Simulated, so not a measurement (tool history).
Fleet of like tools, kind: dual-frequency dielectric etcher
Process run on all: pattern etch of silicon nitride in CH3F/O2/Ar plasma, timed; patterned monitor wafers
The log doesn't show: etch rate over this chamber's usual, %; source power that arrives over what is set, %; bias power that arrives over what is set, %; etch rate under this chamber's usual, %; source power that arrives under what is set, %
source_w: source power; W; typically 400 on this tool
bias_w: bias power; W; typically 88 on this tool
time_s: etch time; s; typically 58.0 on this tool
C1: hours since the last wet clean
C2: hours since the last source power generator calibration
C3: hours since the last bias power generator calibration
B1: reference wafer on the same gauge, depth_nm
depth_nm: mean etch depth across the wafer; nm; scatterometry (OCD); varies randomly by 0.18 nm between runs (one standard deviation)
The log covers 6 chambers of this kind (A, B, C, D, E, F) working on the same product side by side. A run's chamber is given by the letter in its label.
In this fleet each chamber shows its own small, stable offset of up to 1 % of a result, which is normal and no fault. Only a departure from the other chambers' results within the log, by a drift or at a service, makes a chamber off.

run 1B day=0.467 | source_w=400 bias_w=88 time_s=58.0 | C1=262.4 C2=721.8 C3=605.4 | B1=47.668 | depth_nm=43.387
run 2E day=0.696 | source_w=400 bias_w=88 time_s=58.0 | C1=576.0 C2=3385.1 C3=123.6 | B1=47.683 | depth_nm=43.505
run 3F day=0.925 | source_w=400 bias_w=88 time_s=58.0 | C1=88.9 C2=3385.3 C3=1674.7 | B1=47.734 | depth_nm=43.421
run 4C day=1.325 | source_w=400 bias_w=88 time_s=58.0 | C1=340.5 C2=2062.3 C3=3946.1 | B1=47.707 | depth_nm=43.431
-- day=1.429 chamber E: wet clean of the chamber
run 5A day=1.746 | source_w=400 bias_w=88 time_s=58.0 | C1=328.2 C2=3805.9 C3=2355.6 | B1=47.661 | depth_nm=43.349
run 6D day=2.046 | source_w=400 bias_w=88 time_s=58.0 | C1=154.4 C2=90.8 C3=371.4 | B1=47.687 | depth_nm=44.170
run 7C day=2.508 | source_w=400 bias_w=88 time_s=58.0 | C1=368.9 C2=2090.7 C3=3974.5 | B1=47.679 | depth_nm=43.091
run 8D day=2.821 | source_w=340 bias_w=88 time_s=51.5 | C1=173.0 C2=109.4 C3=390.0 | B1=47.719 | depth_nm=36.782
run 9E day=3.171 | source_w=340 bias_w=88 time_s=51.5 | C1=41.9 C2=3444.5 C3=183.0 | B1=47.680 | depth_nm=36.756
run 10B day=3.546 | source_w=340 bias_w=88 time_s=51.5 | C1=336.3 C2=795.7 C3=679.3 | B1=47.702 | depth_nm=36.357
run 11A day=3.804 | source_w=340 bias_w=88 time_s=51.5 | C1=377.6 C2=3855.3 C3=2405.0 | B1=47.697 | depth_nm=36.210
run 12F day=4.229 | source_w=340 bias_w=88 time_s=51.5 | C1=168.2 C2=3464.6 C3=1754.0 | B1=47.687 | depth_nm=36.326
run 13F day=4.662 | source_w=340 bias_w=88 time_s=51.5 | C1=178.6 C2=3475.0 C3=1764.4 | B1=47.738 | depth_nm=36.536
run 14A day=4.867 | source_w=400 bias_w=88 time_s=58.0 | C1=403.1 C2=3880.8 C3=2430.5 | B1=47.656 | depth_nm=43.728
run 15C day=5.146 | source_w=400 bias_w=88 time_s=58.0 | C1=432.2 C2=2154.0 C3=4037.8 | B1=47.700 | depth_nm=43.313
run 16E day=5.571 | source_w=400 bias_w=88 time_s=50.5 | C1=99.5 C2=3502.1 C3=240.6 | B1=47.663 | depth_nm=37.737
run 17B day=5.858 | source_w=400 bias_w=88 time_s=50.5 | C1=391.8 C2=851.2 C3=734.8 | B1=47.720 | depth_nm=38.410
run 18D day=6.062 | source_w=400 bias_w=88 time_s=50.5 | C1=250.8 C2=187.2 C3=467.8 | B1=47.714 | depth_nm=38.274
run 19D day=6.404 | source_w=400 bias_w=88 time_s=50.5 | C1=259.0 C2=195.4 C3=476.0 | B1=47.713 | depth_nm=38.182
run 20B day=6.658 | source_w=400 bias_w=88 time_s=50.5 | C1=411.0 C2=870.4 C3=754.0 | B1=47.707 | depth_nm=38.062
run 21E day=6.925 | source_w=400 bias_w=88 time_s=50.5 | C1=132.0 C2=3534.6 C3=273.1 | B1=47.672 | depth_nm=37.963
run 22F day=7.346 | source_w=400 bias_w=97 time_s=58.0 | C1=243.0 C2=3539.4 C3=1828.8 | B1=47.693 | depth_nm=44.943
run 23C day=7.808 | source_w=400 bias_w=97 time_s=58.0 | C1=496.1 C2=2217.9 C3=4101.7 | B1=47.711 | depth_nm=44.708
run 24A day=8.088 | source_w=400 bias_w=97 time_s=58.0 | C1=480.4 C2=3958.1 C3=2507.8 | B1=47.737 | depth_nm=45.072
run 25C day=8.488 | source_w=400 bias_w=97 time_s=58.0 | C1=512.4 C2=2234.2 C3=4118.0 | B1=47.692 | depth_nm=44.751
run 26F day=8.783 | source_w=400 bias_w=97 time_s=58.0 | C1=277.5 C2=3573.9 C3=1863.3 | B1=47.712 | depth_nm=45.266
run 27E day=9.233 | source_w=400 bias_w=97 time_s=58.0 | C1=187.4 C2=3590.0 C3=328.5 | B1=47.722 | depth_nm=45.300
run 28D day=9.646 | source_w=400 bias_w=88 time_s=58.0 | C1=336.8 C2=273.2 C3=553.8 | B1=47.716 | depth_nm=43.638
run 29B day=9.983 | source_w=400 bias_w=88 time_s=58.0 | C1=490.8 C2=950.2 C3=833.8 | B1=47.662 | depth_nm=43.389
run 30A day=10.271 | source_w=400 bias_w=107 time_s=58.0 | C1=532.8 C2=4010.5 C3=2560.2 | B1=47.715 | depth_nm=46.939
run 31A day=10.667 | source_w=400 bias_w=107 time_s=58.0 | C1=542.3 C2=4020.0 C3=2569.7 | B1=47.748 | depth_nm=46.958
-- day=10.808 chamber C: wet clean of the chamber
run 32E day=11.012 | source_w=400 bias_w=107 time_s=58.0 | C1=230.1 C2=3632.7 C3=371.2 | B1=47.687 | depth_nm=46.742
run 33F day=11.312 | source_w=400 bias_w=107 time_s=58.0 | C1=338.2 C2=3634.6 C3=1924.0 | B1=47.700 | depth_nm=46.498
-- day=11.429 chamber D: wet clean of the chamber
run 34C day=11.738 | source_w=400 bias_w=107 time_s=58.0 | C1=22.4 C2=2312.2 C3=4196.0 | B1=47.703 | depth_nm=46.320
run 35B day=12.008 | source_w=400 bias_w=107 time_s=58.0 | C1=539.4 C2=998.8 C3=882.4 | B1=47.703 | depth_nm=47.135
run 36D day=12.233 | source_w=400 bias_w=88 time_s=58.0 | C1=19.3 C2=335.3 C3=615.9 | B1=47.718 | depth_nm=43.764
run 37C day=12.604 | source_w=400 bias_w=88 time_s=58.0 | C1=43.2 C2=2333.0 C3=4216.8 | B1=47.722 | depth_nm=43.305
run 38B day=12.938 | source_w=400 bias_w=102 time_s=58.0 | C1=561.7 C2=1021.1 C3=904.7 | B1=47.659 | depth_nm=46.404
run 39E day=13.404 | source_w=400 bias_w=102 time_s=58.0 | C1=287.5 C2=3690.1 C3=428.6 | B1=47.670 | depth_nm=46.012
run 40D day=13.658 | source_w=400 bias_w=102 time_s=58.0 | C1=53.5 C2=369.5 C3=650.1 | B1=47.661 | depth_nm=46.479

All chambers now run identical settings, listed one chamber a line with results as question marks. What results will each chamber show?
run 41A day=14.000 | source_w=400 bias_w=88 time_s=58.0 | depth_nm=?
run 41B day=14.000 | source_w=400 bias_w=88 time_s=58.0 | depth_nm=?
run 41C day=14.000 | source_w=400 bias_w=88 time_s=58.0 | depth_nm=?
run 41D day=14.000 | source_w=400 bias_w=88 time_s=58.0 | depth_nm=?
run 41E day=14.000 | source_w=400 bias_w=88 time_s=58.0 | depth_nm=?
run 41F day=14.000 | source_w=400 bias_w=88 time_s=58.0 | depth_nm=?

run=41A depth_nm=43.616
run=41B depth_nm=43.363
run=41C depth_nm=43.130
run=41D depth_nm=44.139
run=41E depth_nm=43.690
run=41F depth_nm=43.770

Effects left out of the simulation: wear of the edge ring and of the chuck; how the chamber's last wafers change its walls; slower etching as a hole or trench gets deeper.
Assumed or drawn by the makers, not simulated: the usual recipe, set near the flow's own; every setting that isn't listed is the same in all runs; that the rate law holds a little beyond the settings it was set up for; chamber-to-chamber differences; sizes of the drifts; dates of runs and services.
